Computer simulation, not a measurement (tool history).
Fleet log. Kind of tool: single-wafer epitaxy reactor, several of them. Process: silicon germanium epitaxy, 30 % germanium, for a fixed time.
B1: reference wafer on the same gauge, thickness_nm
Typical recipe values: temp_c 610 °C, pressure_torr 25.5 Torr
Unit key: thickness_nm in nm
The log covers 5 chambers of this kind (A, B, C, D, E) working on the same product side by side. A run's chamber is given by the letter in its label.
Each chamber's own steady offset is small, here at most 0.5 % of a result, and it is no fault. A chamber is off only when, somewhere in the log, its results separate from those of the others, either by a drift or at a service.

run 1D hour=10.8 | temp_c=610 pressure_torr=25.5 | B1=88.691 | thickness_nm=77.949
run 2E hour=16.3 | temp_c=610 pressure_torr=25.5 | B1=88.606 | thickness_nm=78.151
run 3A hour=25.9 | temp_c=610 pressure_torr=25.5 | B1=88.578 | thickness_nm=78.27
run 4B hour=33.3 | temp_c=610 pressure_torr=25.5 | B1=88.655 | thickness_nm=78.47
run 5C hour=42.8 | temp_c=610 pressure_torr=25.5 | B1=88.583 | thickness_nm=77.513
run 6A hour=53.1 | temp_c=610 pressure_torr=25.5 | B1=88.55 | thickness_nm=78.51
run 7C hour=63.8 | temp_c=610 pressure_torr=25.5 | B1=88.636 | thickness_nm=78.295
run 8E hour=69.2 | temp_c=610 pressure_torr=25.5 | B1=88.697 | thickness_nm=78.036
run 9B hour=78.3 | temp_c=610 pressure_torr=25.5 | B1=88.616 | thickness_nm=77.685
run 10D hour=84.9 | temp_c=610 pressure_torr=25.5 | B1=88.542 | thickness_nm=77.955
run 11D hour=89.8 | temp_c=610 pressure_torr=25.5 | B1=88.582 | thickness_nm=77.771
run 12B hour=96.5 | temp_c=610 pressure_torr=25.5 | B1=88.675 | thickness_nm=77.761
run 13E hour=102.6 | temp_c=610 pressure_torr=25.5 | B1=88.638 | thickness_nm=77.588
run 14C hour=113.4 | temp_c=610 pressure_torr=25.5 | B1=88.673 | thickness_nm=77.65
run 15A hour=124 | temp_c=610 pressure_torr=25.5 | B1=88.562 | thickness_nm=77.448
-- hour=128.6 chamber C: pyrometer calibrated
run 16B hour=133.4 | temp_c=604 pressure_torr=31.5 | B1=88.629 | thickness_nm=76.503
run 17E hour=138.8 | temp_c=604 pressure_torr=31.5 | B1=88.673 | thickness_nm=76.345
run 18A hour=148.2 | temp_c=604 pressure_torr=31.5 | B1=88.694 | thickness_nm=76.919
run 19C hour=157.8 | temp_c=604 pressure_torr=31.5 | B1=88.538 | thickness_nm=72.062
run 20D hour=165.4 | temp_c=604 pressure_torr=31.5 | B1=88.494 | thickness_nm=75.634
run 21A hour=172.2 | temp_c=610 pressure_torr=25.5 | B1=88.599 | thickness_nm=78.416
run 22D hour=180.2 | temp_c=610 pressure_torr=25.5 | B1=88.605 | thickness_nm=78.638
run 23C hour=185.6 | temp_c=610 pressure_torr=25.5 | B1=88.506 | thickness_nm=74.343
run 24B hour=195.5 | temp_c=610 pressure_torr=25.5 | B1=88.616 | thickness_nm=77.755
run 25E hour=203.2 | temp_c=604 pressure_torr=22.4 | B1=88.645 | thickness_nm=66.015
run 26A hour=213.2 | temp_c=604 pressure_torr=22.4 | B1=88.462 | thickness_nm=66.565
run 27E hour=222.5 | temp_c=604 pressure_torr=22.4 | B1=88.538 | thickness_nm=66.751
run 28D hour=232.4 | temp_c=604 pressure_torr=22.4 | B1=88.564 | thickness_nm=65.935
run 29C hour=241.3 | temp_c=604 pressure_torr=22.4 | B1=88.636 | thickness_nm=62.953
run 30B hour=249.1 | temp_c=610 pressure_torr=25.5 | B1=88.492 | thickness_nm=77.818
run 31B hour=259.5 | temp_c=610 pressure_torr=25.5 | B1=88.558 | thickness_nm=77.459

Next, every chamber runs the same settings. What will each give?
run 32A hour=267.7 | temp_c=603 pressure_torr=25.5 | thickness_nm=?
run 32B hour=267.7 | temp_c=603 pressure_torr=25.5 | thickness_nm=?
run 32C hour=267.7 | temp_c=603 pressure_torr=25.5 | thickness_nm=?
run 32D hour=267.7 | temp_c=603 pressure_torr=25.5 | thickness_nm=?
run 32E hour=267.7 | temp_c=603 pressure_torr=25.5 | thickness_nm=?

run=32A thickness_nm=68.859
run=32B thickness_nm=68.323
run=32C thickness_nm=64.821
run=32D thickness_nm=68.616
run=32E thickness_nm=68.545

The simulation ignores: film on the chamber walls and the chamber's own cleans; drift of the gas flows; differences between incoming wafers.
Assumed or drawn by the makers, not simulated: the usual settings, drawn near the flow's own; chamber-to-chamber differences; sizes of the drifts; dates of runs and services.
